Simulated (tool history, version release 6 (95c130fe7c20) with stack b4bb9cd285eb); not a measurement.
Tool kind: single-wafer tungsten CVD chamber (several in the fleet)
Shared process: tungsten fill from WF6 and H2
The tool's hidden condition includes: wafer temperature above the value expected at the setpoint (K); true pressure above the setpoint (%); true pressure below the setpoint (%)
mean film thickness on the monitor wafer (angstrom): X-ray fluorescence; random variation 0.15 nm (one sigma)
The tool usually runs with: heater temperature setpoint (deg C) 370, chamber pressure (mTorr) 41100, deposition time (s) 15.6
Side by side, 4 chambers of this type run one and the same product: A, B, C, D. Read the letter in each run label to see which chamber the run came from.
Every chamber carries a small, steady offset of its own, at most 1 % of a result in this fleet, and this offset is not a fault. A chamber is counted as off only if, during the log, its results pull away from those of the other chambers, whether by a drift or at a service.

| run | hour | heater temperature setpoint (deg C) | chamber pressure (mTorr) | deposition time (s) | hours since the last thermocouple change | hours since the last manometer calibration | read-back reference wafer on the same gauge, thickness_nm | mean film thickness on the monitor wafer (angstrom) |
|---|---|---|---|---|---|---|---|---|
| 1C | 7.3 | 370 | 41100 | 15.6 | 1646.1 | 513.6 | 27.096 | 292.05 |
| 2D | 16.8 | 370 | 41100 | 15.6 | 871.2 | 845.2 | 27.100 | 287.34 |
| 3A | 30.8 | 370 | 41100 | 15.6 | 410.0 | 1708.3 | 27.125 | 290.17 |
| 4B | 43.2 | 370 | 41100 | 15.6 | 884.6 | 64.7 | 27.110 | 290.67 |
| 5D | 58.4 | 370 | 41100 | 15.6 | 912.8 | 886.8 | 27.098 | 287.52 |
| 6C | 73.3 | 370 | 33700 | 13.1 | 1712.1 | 579.6 | 27.119 | 223.79 |
| 7B | 80.7 | 370 | 33700 | 13.1 | 922.1 | 102.2 | 27.094 | 222.69 |
| 8A | 93.9 | 370 | 33700 | 13.1 | 473.1 | 1771.4 | 27.094 | 221.29 |
| 9D | 103.7 | 370 | 33700 | 13.1 | 958.1 | 932.1 | 27.091 | 218.69 |
|  | 112.5 | chamber D: capacitance manometer re-zeroed and calibrated |
| 10B | 117.5 | 375 | 41100 | 15.6 | 958.9 | 139.0 | 27.084 | 322.68 |
| 11C | 129.4 | 375 | 41100 | 15.6 | 1768.2 | 635.7 | 27.075 | 323.57 |
| 12A | 139.8 | 375 | 41100 | 15.6 | 519.0 | 1817.3 | 27.088 | 322.98 |
| 13B | 153.2 | 375 | 41100 | 15.6 | 994.6 | 174.7 | 27.076 | 321.19 |
| 14A | 164.3 | 370 | 41100 | 15.6 | 543.5 | 1841.8 | 27.084 | 291.60 |
| 15C | 179.4 | 370 | 41100 | 15.6 | 1818.2 | 685.7 | 27.112 | 290.23 |
| 16D | 193.9 | 370 | 41100 | 15.6 | 1048.3 | 81.5 | 27.093 | 285.11 |
| 17D | 203.9 | 370 | 41100 | 15.6 | 1058.3 | 91.5 | 27.086 | 286.38 |
| 18B | 217.7 | 370 | 44600 | 15.6 | 1059.1 | 239.2 | 27.115 | 301.50 |
| 19C | 227.7 | 370 | 44600 | 15.6 | 1866.5 | 734.0 | 27.069 | 307.02 |
| 20A | 240.4 | 370 | 44600 | 15.6 | 619.6 | 1917.9 | 27.117 | 308.23 |
| 21A | 256.5 | 370 | 44600 | 15.6 | 635.7 | 1934.0 | 27.098 | 307.34 |
| 22B | 270.9 | 370 | 41100 | 15.6 | 1112.3 | 292.4 | 27.113 | 291.38 |
| 23D | 279.2 | 370 | 41100 | 15.6 | 1133.6 | 166.8 | 27.077 | 287.93 |
|  | 293.4 | chamber B: thermocouple changed; heater temperature recalibrated |
| 24C | 294.3 | 370 | 41100 | 15.6 | 1933.1 | 800.6 | 27.088 | 290.16 |
| 25A | 303.8 | 356 | 50100 | 15.6 | 683.0 | 1981.3 | 27.089 | 240.14 |
| 26C | 316.3 | 356 | 50100 | 15.6 | 1955.1 | 822.6 | 27.150 | 236.92 |
| 27D | 323.4 | 356 | 50100 | 15.6 | 1177.8 | 211.0 | 27.102 | 229.49 |
|  | 336.4 | chamber C: thermocouple changed; heater temperature recalibrated |
| 28B | 339.0 | 356 | 50100 | 15.6 | 45.6 | 360.5 | 27.108 | 233.50 |
| 29C | 351.9 | 370 | 49900 | 15.6 | 15.6 | 858.2 | 27.076 | 316.65 |
| 30B | 362.7 | 370 | 49900 | 15.6 | 69.3 | 384.2 | 27.046 | 317.99 |
| 31A | 375.9 | 370 | 49900 | 15.6 | 755.1 | 2053.4 | 27.115 | 327.47 |
| 32D | 384.6 | 370 | 49900 | 15.6 | 1239.0 | 272.2 | 27.110 | 314.02 |
| 33A | 399.1 | 370 | 41100 | 15.6 | 778.3 | 2076.6 | 27.066 | 299.07 |
| 34B | 406.7 | 370 | 41100 | 15.6 | 113.3 | 428.2 | 27.099 | 291.64 |
| 35D | 418.1 | 370 | 41100 | 15.6 | 1272.5 | 305.7 | 27.072 | 288.50 |
| 36C | 431.4 | 370 | 41100 | 15.6 | 95.1 | 937.7 | 27.094 | 289.76 |
| 37A | 441.7 | 370 | 41100 | 15.6 | 820.9 | 2119.2 | 27.116 | 301.34 |
| 38B | 455.5 | 370 | 41100 | 15.6 | 162.1 | 477.0 | 27.064 | 290.59 |
|  | 463.4 | chamber C: capacitance manometer re-zeroed and calibrated |
| 39C | 465.3 | 370 | 41100 | 15.6 | 129.0 | 1.9 | 27.116 | 290.40 |

For the next run the whole fleet of 4 chambers uses the same settings. Give each chamber's results:
| 40A | 476.8 | 377 | 41100 | 15.6 |  |  |  | ? |
| 40B | 476.8 | 377 | 41100 | 15.6 |  |  |  | ? |
| 40C | 476.8 | 377 | 41100 | 15.6 |  |  |  | ? |
| 40D | 476.8 | 377 | 41100 | 15.6 |  |  |  | ? |

| run | mean film thickness on the monitor wafer (angstrom) |
|---|---|
| 40A | 349.96 |
| 40B | 335.83 |
| 40C | 336.72 |
| 40D | 332.84 |

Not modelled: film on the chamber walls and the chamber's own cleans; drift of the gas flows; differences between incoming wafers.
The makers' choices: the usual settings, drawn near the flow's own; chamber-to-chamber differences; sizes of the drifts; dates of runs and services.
